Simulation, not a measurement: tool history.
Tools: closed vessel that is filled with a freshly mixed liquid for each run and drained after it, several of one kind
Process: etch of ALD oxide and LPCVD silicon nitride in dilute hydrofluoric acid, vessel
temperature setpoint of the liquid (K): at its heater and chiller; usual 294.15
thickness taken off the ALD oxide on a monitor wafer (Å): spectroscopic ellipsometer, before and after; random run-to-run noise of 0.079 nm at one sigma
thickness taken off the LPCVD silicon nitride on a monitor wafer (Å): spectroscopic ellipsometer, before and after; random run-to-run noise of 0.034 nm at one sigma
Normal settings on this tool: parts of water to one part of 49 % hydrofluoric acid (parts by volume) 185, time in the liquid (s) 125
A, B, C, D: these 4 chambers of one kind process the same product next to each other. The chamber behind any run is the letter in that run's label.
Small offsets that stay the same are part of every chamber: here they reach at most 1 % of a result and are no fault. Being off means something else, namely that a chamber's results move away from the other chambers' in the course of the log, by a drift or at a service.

| run | hour | temperature setpoint of the liquid (K) | parts of water to one part of 49 % hydrofluoric acid (parts by volume) | time in the liquid (s) | hours since the thermometer was replaced | hours since the hydrofluoric acid flow meter was replaced | read-back film thickness of the ALD oxide reference wafer, read on the same gauge (nm) | read-back film thickness of the LPCVD silicon nitride reference wafer, read on the same gauge (nm) | thickness taken off the ALD oxide on a monitor wafer (Å) | thickness taken off the LPCVD silicon nitride on a monitor wafer (Å) |
|---|---|---|---|---|---|---|---|---|---|---|
|  | 1.9 | chamber B: thermometer replaced |
| 1B | 15.2 | 294.15 | 185 | 125 | 13.4 | 248.8 | 150.02 | 139.97 | 81.056 | 2.8158 |
|  | 26.3 | chamber C: thermometer replaced |
| 2D | 27.2 | 294.15 | 185 | 125 | 1303.8 | 1526.8 | 150.01 | 140 | 82.251 | 2.8641 |
| 3C | 34.7 | 294.15 | 185 | 125 | 8.4 | 441.2 | 150 | 140.02 | 81.868 | 3.4133 |
| 4A | 49.9 | 294.15 | 185 | 125 | 660.1 | 2185.8 | 149.98 | 139.98 | 82.635 | 3.2097 |
| 5A | 65.3 | 294.15 | 185 | 125 | 675.5 | 2201.2 | 150 | 140.01 | 81.112 | 3.5983 |
|  | 76.6 | chamber A: hydrofluoric acid flow meter replaced |
| 6B | 82 | 294.15 | 185 | 125 | 80.2 | 315.6 | 149.98 | 140.01 | 82.191 | 3.0635 |
| 7C | 94.3 | 294.15 | 185 | 125 | 68 | 500.8 | 149.99 | 140 | 81.026 | 3.4885 |
| 8D | 103.7 | 294.15 | 185 | 125 | 1380.3 | 1603.3 | 150 | 139.98 | 83.132 | 3.0984 |
| 9A | 113.5 | 294.15 | 185 | 125 | 723.7 | 37 | 150 | 139.99 | 80.947 | 3.3715 |
| 10C | 127.7 | 294.15 | 185 | 125 | 101.4 | 534.2 | 149.99 | 140 | 81.355 | 3.5039 |
| 11B | 137.8 | 294.15 | 185 | 125 | 136 | 371.4 | 149.96 | 140.01 | 80.515 | 3.9815 |
| 12D | 145.2 | 294.15 | 185 | 125 | 1421.8 | 1644.8 | 149.99 | 140.02 | 81.812 | 3.1795 |
| 13B | 154 | 294.15 | 185 | 125 | 152.2 | 387.6 | 150.01 | 140.02 | 80.661 | 2.8687 |
| 14A | 163.4 | 294.15 | 185 | 125 | 773.6 | 86.9 | 150 | 139.98 | 81.625 | 3.1992 |
| 15C | 178.3 | 294.15 | 185 | 125 | 152 | 584.8 | 150.02 | 139.98 | 80.307 | 2.9579 |
| 16D | 194.1 | 294.15 | 185 | 125 | 1470.7 | 1693.7 | 150.01 | 139.99 | 82.446 | 2.521 |
| 17C | 205.9 | 294.15 | 185 | 125 | 179.6 | 612.4 | 150.01 | 140 | 78.49 | 3.1272 |
| 18D | 218.8 | 294.15 | 185 | 125 | 1495.4 | 1718.4 | 150.04 | 139.99 | 81.282 | 2.9989 |
| 19A | 233.3 | 294.15 | 185 | 125 | 843.5 | 156.8 | 149.98 | 140 | 81.23 | 3.4244 |
| 20B | 243.8 | 294.15 | 185 | 125 | 242 | 477.4 | 149.99 | 140 | 82.4 | 3.6637 |
| 21D | 253.3 | 294.15 | 185 | 125 | 1529.9 | 1752.9 | 150.01 | 139.99 | 82.199 | 3.7694 |
| 22B | 265.9 | 294.15 | 185 | 125 | 264.1 | 499.5 | 149.98 | 139.99 | 81.258 | 2.9492 |
| 23A | 278.7 | 294.15 | 185 | 125 | 888.9 | 202.2 | 149.97 | 139.98 | 82.344 | 3.2423 |
| 24C | 286.3 | 294.15 | 185 | 125 | 260 | 692.8 | 149.97 | 139.99 | 79.318 | 2.6996 |
| 25B | 297.2 | 294.15 | 185 | 165 | 295.4 | 530.8 | 149.95 | 139.99 | 106.27 | 4.0184 |
| 26D | 307.2 | 294.15 | 185 | 165 | 1583.8 | 1806.8 | 150 | 140.02 | 108.21 | 3.6185 |
| 27A | 322.5 | 294.15 | 185 | 165 | 932.7 | 246 | 149.97 | 140 | 108.46 | 4.097 |
| 28C | 336.9 | 294.15 | 185 | 165 | 310.6 | 743.4 | 150.03 | 140 | 103.41 | 3.8552 |
| 29D | 352.8 | 294.15 | 185 | 125 | 1629.4 | 1852.4 | 150.02 | 139.98 | 83.585 | 3.8109 |
| 30C | 365.2 | 294.15 | 100 | 180 | 338.9 | 771.7 | 150 | 140.02 | 221.16 | 6.612 |
| 31A | 378.3 | 294.15 | 100 | 180 | 988.5 | 301.8 | 149.99 | 140 | 242.69 | 9.3621 |
| 32B | 387.6 | 294.15 | 100 | 180 | 385.8 | 621.2 | 150.01 | 140 | 240.49 | 7.8518 |
| 33D | 404.2 | 294.15 | 100 | 180 | 1680.8 | 1903.8 | 149.98 | 140 | 235.64 | 7.8839 |
| 34C | 411.9 | 294.15 | 185 | 125 | 385.6 | 818.4 | 150.01 | 139.98 | 75.927 | 2.7353 |
| 35A | 420.2 | 294.15 | 185 | 125 | 1030.4 | 343.7 | 150.01 | 140.01 | 82.128 | 3.7053 |
| 36B | 436.8 | 294.15 | 185 | 125 | 435 | 670.4 | 150.02 | 139.99 | 80.479 | 3.5206 |

All chambers now run identical settings, listed one chamber a line with results as question marks. What results will each chamber show?
| 37A | 448.7 | 297.15 | 185 | 125 |  |  |  |  | ? | ? |
| 37B | 448.7 | 297.15 | 185 | 125 |  |  |  |  | ? | ? |
| 37C | 448.7 | 297.15 | 185 | 125 |  |  |  |  | ? | ? |
| 37D | 448.7 | 297.15 | 185 | 125 |  |  |  |  | ? | ? |

| run | thickness taken off the ALD oxide on a monitor wafer (Å) | thickness taken off the LPCVD silicon nitride on a monitor wafer (Å) |
|---|---|---|
| 37A | 90.781 | 3.9627 |
| 37B | 91.951 | 3.4643 |
| 37C | 84.601 | 3.6729 |
| 37D | 92.966 | 3.4377 |
